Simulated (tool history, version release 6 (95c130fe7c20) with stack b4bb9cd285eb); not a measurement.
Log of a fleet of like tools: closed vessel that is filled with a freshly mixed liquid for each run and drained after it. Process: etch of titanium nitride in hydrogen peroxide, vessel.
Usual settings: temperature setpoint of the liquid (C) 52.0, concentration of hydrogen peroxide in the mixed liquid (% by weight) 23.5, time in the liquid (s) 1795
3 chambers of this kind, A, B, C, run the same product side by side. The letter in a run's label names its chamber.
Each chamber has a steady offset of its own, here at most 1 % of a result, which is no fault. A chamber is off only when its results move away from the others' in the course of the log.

run,hour,temperature setpoint of the liquid (C),concentration of hydrogen peroxide in the mixed liquid (% by weight),time in the liquid (s),"read-back film thickness of the titanium nitride reference wafer, read on the same gauge (nm)",thickness taken off the titanium nitride on a monitor wafer (Å)
1B,5.3,52.0,23.5,1795,39.982,533.67
2A,11.2,52.0,23.5,1795,39.996,527.57
3C,14.0,52.0,23.5,1795,39.956,535.11
4B,17.4,52.0,23.5,1795,39.976,533.69
5A,21.7,52.0,23.5,1795,40.033,531.96
6C,26.5,52.0,23.5,1795,39.994,536.55
7B,32.2,52.0,23.5,1795,40.022,528.49
8A,36.2,52.0,23.5,1795,39.966,532.27
9C,40.7,52.0,23.5,1795,39.945,535.37
10B,45.0,52.0,23.5,1795,40.010,524.66
11A,50.2,46.5,23.5,1795,39.973,358.82
12C,55.8,46.5,23.5,1795,39.953,351.67
13A,61.0,46.5,23.5,1795,40.053,355.70
14C,63.7,52.0,23.5,1795,40.032,526.69
15B,67.5,52.0,23.5,1795,40.021,518.26
16A,73.7,52.0,23.5,1795,39.996,524.70
17B,78.7,52.0,23.5,880,40.016,251.77
18C,83.3,52.0,23.5,880,39.965,260.38
19B,88.7,52.0,23.5,880,40.005,250.25
20C,94.9,52.0,23.5,1795,40.021,528.28
21A,98.7,52.0,23.5,1795,40.004,529.39
22A,101.6,52.0,23.5,1795,39.950,528.93
23C,106.7,52.0,23.5,1795,40.035,530.36

What goes on in this fleet: one chamber off, a drifting gauge, or nothing beyond the chambers' own small offsets? Name the chamber and the cause, if any.

Chamber B drifts away from the others.
Cause: liquid colder than its thermometer reads (K) = 0.74.

Here are 4 candidates for chamber B's next run, each the usual settings with a change, their results left as question marks. Which one brings its results back in line with what the others give on the usual settings?
In line means no further than this from the other chambers' mean on the usual settings: thickness taken off the titanium nitride on a monitor wafer (Å) 12.00
24B-1,111.2,52.0,23.5,1800,,?
24B-2,111.2,52.0,29.0,1795,,?
24B-3,111.2,52.0,22.5,1795,,?
24B-4,111.2,51.5,23.5,1755,,?

The other chambers' mean on the usual settings: thickness taken off the titanium nitride on a monitor wafer (Å) 530.47
run,thickness taken off the titanium nitride on a monitor wafer (Å)
24B-1,506.03
24B-2,528.48
24B-3,499.88
24B-4,476.33
24B-2 brings the chamber back in line.
